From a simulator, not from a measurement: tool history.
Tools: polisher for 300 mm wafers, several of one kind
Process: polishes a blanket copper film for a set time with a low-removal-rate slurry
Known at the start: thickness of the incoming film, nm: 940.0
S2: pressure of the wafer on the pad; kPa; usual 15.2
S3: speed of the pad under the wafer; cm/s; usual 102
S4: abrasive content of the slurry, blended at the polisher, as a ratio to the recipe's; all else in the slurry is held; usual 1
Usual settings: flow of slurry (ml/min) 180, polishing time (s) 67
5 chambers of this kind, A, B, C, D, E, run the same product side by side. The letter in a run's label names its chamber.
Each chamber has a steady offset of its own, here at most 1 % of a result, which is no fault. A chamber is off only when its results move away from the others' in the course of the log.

{"hour": 5.1, "done": "chamber A: worn pad replaced by a new one"}
{"run": "1E", "hour": 5.4, "flow of slurry (ml/min)": 180, "S2": 15.2, "S3": 102, "S4": 1, "polishing time (s)": 67, "film removed (Å)": 1571.7}
{"hour": 13.1, "done": "chamber E: slurry nozzle cleaned"}
{"run": "2C", "hour": 14.4, "flow of slurry (ml/min)": 180, "S2": 15.2, "S3": 102, "S4": 1, "polishing time (s)": 67, "film removed (Å)": 1601.5}
{"run": "3B", "hour": 21.4, "flow of slurry (ml/min)": 180, "S2": 15.2, "S3": 102, "S4": 1, "polishing time (s)": 67, "film removed (Å)": 1591.1}
{"run": "4A", "hour": 26.3, "flow of slurry (ml/min)": 180, "S2": 15.2, "S3": 102, "S4": 1, "polishing time (s)": 67, "film removed (Å)": 1591.6}
{"run": "5D", "hour": 30.6, "flow of slurry (ml/min)": 180, "S2": 15.2, "S3": 102, "S4": 1, "polishing time (s)": 67, "film removed (Å)": 1578.4}
{"run": "6E", "hour": 35.5, "flow of slurry (ml/min)": 180, "S2": 15.2, "S3": 102, "S4": 1, "polishing time (s)": 67, "film removed (Å)": 1572.9}
{"hour": 43.4, "done": "chamber A: slurry blender recalibrated"}
{"run": "7D", "hour": 44.3, "flow of slurry (ml/min)": 180, "S2": 15.2, "S3": 102, "S4": 1, "polishing time (s)": 67, "film removed (Å)": 1589.4}
{"hour": 47.8, "done": "chamber B: worn pad replaced by a new one"}
{"run": "8A", "hour": 50.9, "flow of slurry (ml/min)": 180, "S2": 15.2, "S3": 102, "S4": 1, "polishing time (s)": 67, "film removed (Å)": 1606.9}
{"hour": 58.7, "done": "chamber D: slurry blender recalibrated"}
{"run": "9C", "hour": 59.2, "flow of slurry (ml/min)": 180, "S2": 15.2, "S3": 102, "S4": 1, "polishing time (s)": 67, "film removed (Å)": 1596.7}
{"run": "10B", "hour": 65.5, "flow of slurry (ml/min)": 180, "S2": 15.2, "S3": 102, "S4": 1, "polishing time (s)": 67, "film removed (Å)": 1583.2}
{"hour": 69.2, "done": "chamber C: head pressure recalibrated"}
{"run": "11A", "hour": 70.6, "flow of slurry (ml/min)": 180, "S2": 15.2, "S3": 102, "S4": 1, "polishing time (s)": 67, "film removed (Å)": 1587.1}
{"run": "12B", "hour": 75.3, "flow of slurry (ml/min)": 180, "S2": 15.2, "S3": 102, "S4": 1, "polishing time (s)": 67, "film removed (Å)": 1587.1}
{"run": "13C", "hour": 82.9, "flow of slurry (ml/min)": 180, "S2": 15.2, "S3": 102, "S4": 1, "polishing time (s)": 67, "film removed (Å)": 1688.7}
{"hour": 85.4, "done": "chamber E: worn pad replaced by a new one"}
{"run": "14D", "hour": 91.6, "flow of slurry (ml/min)": 180, "S2": 15.2, "S3": 102, "S4": 1, "polishing time (s)": 67, "film removed (Å)": 1571.6}
{"run": "15E", "hour": 97.5, "flow of slurry (ml/min)": 180, "S2": 15.2, "S3": 102, "S4": 1, "polishing time (s)": 67, "film removed (Å)": 1582.9}
{"hour": 99.2, "done": "chamber A: worn pad replaced by a new one"}
{"run": "16D", "hour": 101.6, "flow of slurry (ml/min)": 180, "S2": 15.2, "S3": 102, "S4": 1, "polishing time (s)": 67, "film removed (Å)": 1574.6}
{"run": "17A", "hour": 107.3, "flow of slurry (ml/min)": 180, "S2": 15.2, "S3": 102, "S4": 1, "polishing time (s)": 67, "film removed (Å)": 1584.0}
{"run": "18C", "hour": 112.8, "flow of slurry (ml/min)": 180, "S2": 15.2, "S3": 102, "S4": 1, "polishing time (s)": 67, "film removed (Å)": 1670.6}
{"run": "19E", "hour": 116.8, "flow of slurry (ml/min)": 180, "S2": 15.2, "S3": 102, "S4": 1, "polishing time (s)": 67, "film removed (Å)": 1576.9}
{"run": "20B", "hour": 121.7, "flow of slurry (ml/min)": 180, "S2": 15.2, "S3": 102, "S4": 1, "polishing time (s)": 67, "film removed (Å)": 1590.4}
{"hour": 122.5, "done": "chamber E: slurry blender recalibrated"}
{"run": "21A", "hour": 130.5, "flow of slurry (ml/min)": 180, "S2": 15.2, "S3": 102, "S4": 1, "polishing time (s)": 80, "film removed (Å)": 1886.2}
{"run": "22C", "hour": 137.8, "flow of slurry (ml/min)": 180, "S2": 15.2, "S3": 102, "S4": 1, "polishing time (s)": 80, "film removed (Å)": 2013.8}
{"run": "23D", "hour": 145.8, "flow of slurry (ml/min)": 180, "S2": 15.2, "S3": 102, "S4": 1, "polishing time (s)": 80, "film removed (Å)": 1890.3}
{"hour": 151.9, "done": "chamber B: slurry blender recalibrated"}
{"run": "24B", "hour": 153.9, "flow of slurry (ml/min)": 180, "S2": 15.2, "S3": 102, "S4": 1, "polishing time (s)": 80, "film removed (Å)": 1918.1}
{"hour": 158.3, "done": "chamber C: worn pad replaced by a new one"}
{"run": "25E", "hour": 158.6, "flow of slurry (ml/min)": 180, "S2": 15.2, "S3": 102, "S4": 1, "polishing time (s)": 80, "film removed (Å)": 1895.7}
{"run": "26E", "hour": 166.8, "flow of slurry (ml/min)": 180, "S2": 15.2, "S3": 102, "S4": 1, "polishing time (s)": 67, "film removed (Å)": 1582.8}
{"run": "27A", "hour": 174.2, "flow of slurry (ml/min)": 180, "S2": 15.2, "S3": 102, "S4": 1, "polishing time (s)": 67, "film removed (Å)": 1561.6}
{"run": "28C", "hour": 178.3, "flow of slurry (ml/min)": 180, "S2": 15.2, "S3": 102, "S4": 1, "polishing time (s)": 67, "film removed (Å)": 1684.1}
{"run": "29D", "hour": 187.4, "flow of slurry (ml/min)": 180, "S2": 15.2, "S3": 102, "S4": 1, "polishing time (s)": 67, "film removed (Å)": 1589.9}
{"hour": 189.0, "done": "chamber D: slurry blender recalibrated"}
{"hour": 190.1, "done": "chamber A: slurry blender recalibrated"}
{"hour": 191.6, "done": "chamber A: worn pad replaced by a new one"}
{"run": "30B", "hour": 194.2, "flow of slurry (ml/min)": 230, "S2": 15.2, "S3": 102, "S4": 1, "polishing time (s)": 67, "film removed (Å)": 1648.7}
{"hour": 199.8, "done": "chamber B: worn pad replaced by a new one"}
{"run": "31A", "hour": 200.4, "flow of slurry (ml/min)": 230, "S2": 15.2, "S3": 102, "S4": 1, "polishing time (s)": 67, "film removed (Å)": 1630.6}
{"hour": 202.9, "done": "chamber D: worn pad replaced by a new one"}
{"run": "32E", "hour": 204.6, "flow of slurry (ml/min)": 230, "S2": 15.2, "S3": 102, "S4": 1, "polishing time (s)": 67, "film removed (Å)": 1649.0}
{"run": "33D", "hour": 210.7, "flow of slurry (ml/min)": 230, "S2": 15.2, "S3": 102, "S4": 1, "polishing time (s)": 67, "film removed (Å)": 1652.9}
{"hour": 212.0, "done": "chamber C: slurry blender recalibrated"}
{"run": "34B", "hour": 216.8, "flow of slurry (ml/min)": 230, "S2": 15.2, "S3": 102, "S4": 1, "polishing time (s)": 67, "film removed (Å)": 1643.1}
{"run": "35C", "hour": 224.8, "flow of slurry (ml/min)": 180, "S2": 15.2, "S3": 102, "S4": 1, "polishing time (s)": 67, "film removed (Å)": 1664.1}
{"run": "36C", "hour": 229.1, "flow of slurry (ml/min)": 180, "S2": 15.2, "S3": 102, "S4": 1, "polishing time (s)": 67, "film removed (Å)": 1685.7}

Next, every chamber runs the same settings. What will each give?
{"run": "37A", "hour": 235.6, "flow of slurry (ml/min)": 180, "S2": 15.2, "S3": 102, "S4": 1, "polishing time (s)": 67, "film removed (Å)": "?"}
{"run": "37B", "hour": 235.6, "flow of slurry (ml/min)": 180, "S2": 15.2, "S3": 102, "S4": 1, "polishing time (s)": 67, "film removed (Å)": "?"}
{"run": "37C", "hour": 235.6, "flow of slurry (ml/min)": 180, "S2": 15.2, "S3": 102, "S4": 1, "polishing time (s)": 67, "film removed (Å)": "?"}
{"run": "37D", "hour": 235.6, "flow of slurry (ml/min)": 180, "S2": 15.2, "S3": 102, "S4": 1, "polishing time (s)": 67, "film removed (Å)": "?"}
{"run": "37E", "hour": 235.6, "flow of slurry (ml/min)": 180, "S2": 15.2, "S3": 102, "S4": 1, "polishing time (s)": 67, "film removed (Å)": "?"}

run=37A film_removed_(Å)=1607.8
run=37B film_removed_(Å)=1599.0
run=37C film_removed_(Å)=1675.0
run=37D film_removed_(Å)=1598.5
run=37E film_removed_(Å)=1555.1

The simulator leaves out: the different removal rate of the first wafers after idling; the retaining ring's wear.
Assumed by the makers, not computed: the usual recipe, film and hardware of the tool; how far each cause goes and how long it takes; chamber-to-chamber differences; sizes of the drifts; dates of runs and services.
